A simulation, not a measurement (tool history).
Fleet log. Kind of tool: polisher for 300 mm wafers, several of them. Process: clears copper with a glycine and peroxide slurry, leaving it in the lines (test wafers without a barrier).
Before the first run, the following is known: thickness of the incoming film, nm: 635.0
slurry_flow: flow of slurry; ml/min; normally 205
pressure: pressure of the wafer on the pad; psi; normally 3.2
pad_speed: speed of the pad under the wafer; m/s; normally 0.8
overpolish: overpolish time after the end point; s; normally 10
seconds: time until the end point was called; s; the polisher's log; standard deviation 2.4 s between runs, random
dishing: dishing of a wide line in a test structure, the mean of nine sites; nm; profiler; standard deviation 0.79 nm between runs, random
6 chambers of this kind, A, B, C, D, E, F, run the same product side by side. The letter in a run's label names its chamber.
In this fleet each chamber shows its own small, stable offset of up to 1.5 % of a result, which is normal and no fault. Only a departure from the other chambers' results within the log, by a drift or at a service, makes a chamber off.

| run | hour | slurry_flow | pressure | pad_speed | overpolish | seconds | dishing |
|---|---|---|---|---|---|---|---|
| 1D | 4.7 | 205 | 3.2 | 0.8 | 10 | 139.22 | 32.532 |
|  | 5.1 | chamber E: slurry nozzle cleaned |
| 2C | 10.8 | 205 | 3.2 | 0.8 | 10 | 142.69 | 32.426 |
|  | 12.5 | chamber C: slurry nozzle cleaned |
| 3F | 17.2 | 205 | 3.2 | 0.8 | 10 | 144.21 | 32.127 |
| 4A | 22.3 | 205 | 3.2 | 0.8 | 10 | 141.76 | 31.972 |
|  | 25 | chamber D: worn pad replaced by a new one |
| 5E | 25.3 | 205 | 3.2 | 0.8 | 10 | 142.53 | 32.755 |
| 6B | 28.1 | 205 | 3.2 | 0.8 | 10 | 143.55 | 32.909 |
| 7C | 33.4 | 205 | 3.2 | 0.8 | 10 | 143.36 | 33.325 |
| 8F | 36.5 | 205 | 3.2 | 0.8 | 10 | 144.24 | 31.231 |
| 9D | 43 | 205 | 3.2 | 0.8 | 10 | 146.53 | 32.535 |
|  | 49.4 | chamber E: worn pad replaced by a new one |
| 10E | 49.5 | 205 | 3.2 | 1.02 | 12 | 118.47 | 46.148 |
|  | 51.2 | chamber A: worn pad replaced by a new one |
| 11A | 55.6 | 205 | 3.2 | 1.02 | 12 | 116.79 | 44.121 |
|  | 58.1 | chamber D: slurry nozzle cleaned |
|  | 58.6 | chamber B: worn pad replaced by a new one |
| 12B | 61 | 205 | 3.2 | 1.02 | 12 | 116.38 | 44.503 |
| 13B | 63.9 | 205 | 3.2 | 1.02 | 12 | 115.29 | 44.948 |
| 14C | 67.3 | 205 | 3.2 | 1.02 | 12 | 117.15 | 41.869 |
| 15D | 71.2 | 205 | 3.2 | 1.02 | 12 | 116.25 | 44.916 |
|  | 71.7 | chamber F: worn pad replaced by a new one |
| 16E | 75.6 | 205 | 3.2 | 0.8 | 10 | 140.15 | 31.28 |
| 17F | 78.5 | 205 | 3.2 | 0.8 | 10 | 144.35 | 31.251 |
| 18A | 82.7 | 205 | 3.2 | 0.8 | 10 | 140.76 | 30.38 |
|  | 85.3 | chamber D: worn pad replaced by a new one |
| 19A | 86.8 | 205 | 3.2 | 0.8 | 10 | 140.29 | 33.176 |
|  | 90.9 | chamber D: head pressure recalibrated |
| 20D | 92.8 | 205 | 3.2 | 0.9 | 10 | 130.35 | 35.418 |
| 21B | 96.9 | 205 | 3.2 | 0.9 | 10 | 131.35 | 34.759 |
| 22E | 100 | 205 | 3.2 | 0.9 | 10 | 127.92 | 34.74 |
| 23C | 104.9 | 205 | 3.2 | 0.9 | 10 | 127.53 | 36.071 |
|  | 105.4 | chamber B: head pressure recalibrated |
|  | 107.7 | chamber C: worn pad replaced by a new one |
| 24F | 110.6 | 205 | 3.2 | 0.9 | 10 | 128.29 | 34.628 |
| 25B | 116.8 | 205 | 3.2 | 0.9 | 10 | 129.59 | 33.583 |
| 26E | 121.9 | 205 | 3.2 | 0.8 | 10 | 144.54 | 30.161 |
| 27D | 125.6 | 205 | 3.2 | 0.8 | 10 | 143.23 | 31.66 |
| 28A | 128.5 | 205 | 3.2 | 0.8 | 10 | 146.12 | 32.169 |
| 29F | 134.3 | 205 | 3.2 | 0.8 | 10 | 144.65 | 32.388 |
|  | 138.1 | chamber F: slurry nozzle cleaned |
| 30C | 140.3 | 205 | 3.2 | 0.8 | 15 | 142.71 | 46.79 |
| 31F | 145.5 | 205 | 3.2 | 0.8 | 15 | 140.93 | 47.127 |
| 32B | 149.5 | 205 | 3.2 | 0.8 | 15 | 144.1 | 45.254 |
|  | 151.9 | chamber D: worn pad replaced by a new one |
| 33D | 154.2 | 205 | 3.2 | 0.8 | 15 | 146.47 | 46.822 |
|  | 158.8 | chamber A: worn pad replaced by a new one |
| 34C | 159.5 | 205 | 3.2 | 0.8 | 15 | 141.19 | 45.738 |
|  | 160 | chamber F: worn pad replaced by a new one |
| 35E | 162.9 | 205 | 3.2 | 0.8 | 15 | 142.8 | 45.943 |
|  | 165.6 | chamber E: worn pad replaced by a new one |
| 36A | 166.1 | 205 | 3.2 | 0.8 | 10 | 144.47 | 31.424 |
|  | 170 | chamber A: slurry nozzle cleaned |
| 37C | 170.3 | 205 | 3.2 | 0.8 | 10 | 140.64 | 32.186 |
| 38B | 174.5 | 205 | 3.2 | 0.8 | 10 | 145.72 | 32.083 |
| 39D | 178.1 | 205 | 3.2 | 0.8 | 10 | 142.63 | 33.114 |
| 40E | 183.7 | 205 | 2.8 | 0.6 | 10 | 198.79 | 23.432 |
| 41A | 189.5 | 205 | 2.8 | 0.6 | 10 | 201.32 | 23.932 |
| 42F | 194.7 | 205 | 2.8 | 0.6 | 10 | 196.66 | 24.485 |

Read the log: is a single chamber off, either drifting away or since a service, is the gauge that measures every chamber drifting, or is nothing wrong beyond small per-chamber offsets? Name any odd chamber and what most likely caused it.

Neither any chamber nor the gauge drifts; the chambers differ only by their own small, steady offsets.
